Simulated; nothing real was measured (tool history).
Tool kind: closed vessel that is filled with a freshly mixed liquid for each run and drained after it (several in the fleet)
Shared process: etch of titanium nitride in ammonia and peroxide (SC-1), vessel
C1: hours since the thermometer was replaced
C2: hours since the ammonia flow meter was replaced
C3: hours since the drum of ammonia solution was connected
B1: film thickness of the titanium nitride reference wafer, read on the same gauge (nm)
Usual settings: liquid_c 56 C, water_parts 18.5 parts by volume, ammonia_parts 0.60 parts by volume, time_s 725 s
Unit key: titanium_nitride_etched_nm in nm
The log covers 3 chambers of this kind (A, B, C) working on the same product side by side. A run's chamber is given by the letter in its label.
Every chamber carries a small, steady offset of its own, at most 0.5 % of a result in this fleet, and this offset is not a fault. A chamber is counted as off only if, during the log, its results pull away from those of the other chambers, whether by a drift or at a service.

Run 1A, hour 10.0: usual settings; C1 1423.4; C2 518.8; C3 389.5; B1 50.004. Result: titanium_nitride_etched_nm 54.524 nm.
At hour 17.3: chamber A: thermometer replaced.
Run 2C, hour 22.9: usual settings; C1 125.4; C2 424.5; C3 638.5; B1 49.991. Result: titanium_nitride_etched_nm 55.918 nm.
Run 3B, hour 37.1: usual settings; C1 467.9; C2 527.4; C3 235.9; B1 49.990. Result: titanium_nitride_etched_nm 56.394 nm.
Run 4A, hour 49.7: usual settings; C1 32.4; C2 558.5; C3 429.2; B1 50.011. Result: titanium_nitride_etched_nm 55.091 nm.
Run 5B, hour 61.6: usual settings but liquid_c 48 C; C1 492.4; C2 551.9; C3 260.4; B1 50.020. Result: titanium_nitride_etched_nm 30.775 nm.
Run 6C, hour 75.8: usual settings but liquid_c 48 C; C1 178.3; C2 477.4; C3 691.4; B1 50.034. Result: titanium_nitride_etched_nm 32.012 nm.
At hour 85.1: chamber A: new drum of ammonia solution connected.
Run 7A, hour 89.9: usual settings but liquid_c 48 C; C1 72.6; C2 598.7; C3 4.9; B1 50.038. Result: titanium_nitride_etched_nm 31.666 nm.
Run 8B, hour 104.3: usual settings but ammonia_parts 0.80 parts by volume; C1 535.1; C2 594.6; C3 303.1; B1 49.996. Result: titanium_nitride_etched_nm 56.532 nm.
Run 9C, hour 118.4: usual settings but ammonia_parts 0.80 parts by volume; C1 220.9; C2 520.0; C3 734.0; B1 50.006. Result: titanium_nitride_etched_nm 58.481 nm.
Run 10C, hour 127.7: usual settings but ammonia_parts 0.80 parts by volume; C1 230.2; C2 529.3; C3 743.3; B1 50.010. Result: titanium_nitride_etched_nm 58.370 nm.
Run 11B, hour 139.1: usual settings; C1 569.9; C2 629.4; C3 337.9; B1 49.999. Result: titanium_nitride_etched_nm 53.240 nm.
Run 12A, hour 152.4: usual settings; C1 135.1; C2 661.2; C3 67.4; B1 49.966. Result: titanium_nitride_etched_nm 54.852 nm.
Run 13C, hour 161.8: usual settings but ammonia_parts 0.45 parts by volume; C1 264.3; C2 563.4; C3 777.4; B1 50.031. Result: titanium_nitride_etched_nm 52.403 nm.
Run 14B, hour 168.8: usual settings but ammonia_parts 0.45 parts by volume; C1 599.6; C2 659.1; C3 367.6; B1 50.062. Result: titanium_nitride_etched_nm 50.554 nm.
Run 15A, hour 178.2: usual settings but ammonia_parts 0.45 parts by volume; C1 160.9; C2 687.0; C3 93.2; B1 49.956. Result: titanium_nitride_etched_nm 52.447 nm.
Run 16B, hour 188.8: usual settings; C1 619.6; C2 679.1; C3 387.6; B1 50.033. Result: titanium_nitride_etched_nm 53.563 nm.
Run 17A, hour 201.6: usual settings; C1 184.3; C2 710.4; C3 116.6; B1 49.999. Result: titanium_nitride_etched_nm 54.828 nm.
Run 18C, hour 215.7: usual settings; C1 318.2; C2 617.3; C3 831.3; B1 50.005. Result: titanium_nitride_etched_nm 55.307 nm.
Run 19A, hour 223.6: usual settings; C1 206.3; C2 732.4; C3 138.6; B1 50.007. Result: titanium_nitride_etched_nm 54.326 nm.
Run 20C, hour 238.4: usual settings; C1 340.9; C2 640.0; C3 854.0; B1 50.048. Result: titanium_nitride_etched_nm 54.943 nm.

All 3 chambers run these settings next. Forecast each chamber's results:
Run 21A, hour 249.2: usual settings. Result: titanium_nitride_etched_nm ?.
Run 21B, hour 249.2: usual settings. Result: titanium_nitride_etched_nm ?.
Run 21C, hour 249.2: usual settings. Result: titanium_nitride_etched_nm ?.

run  titanium_nitride_etched_nm
21A                      55.146
21B                      51.507
21C                      54.769
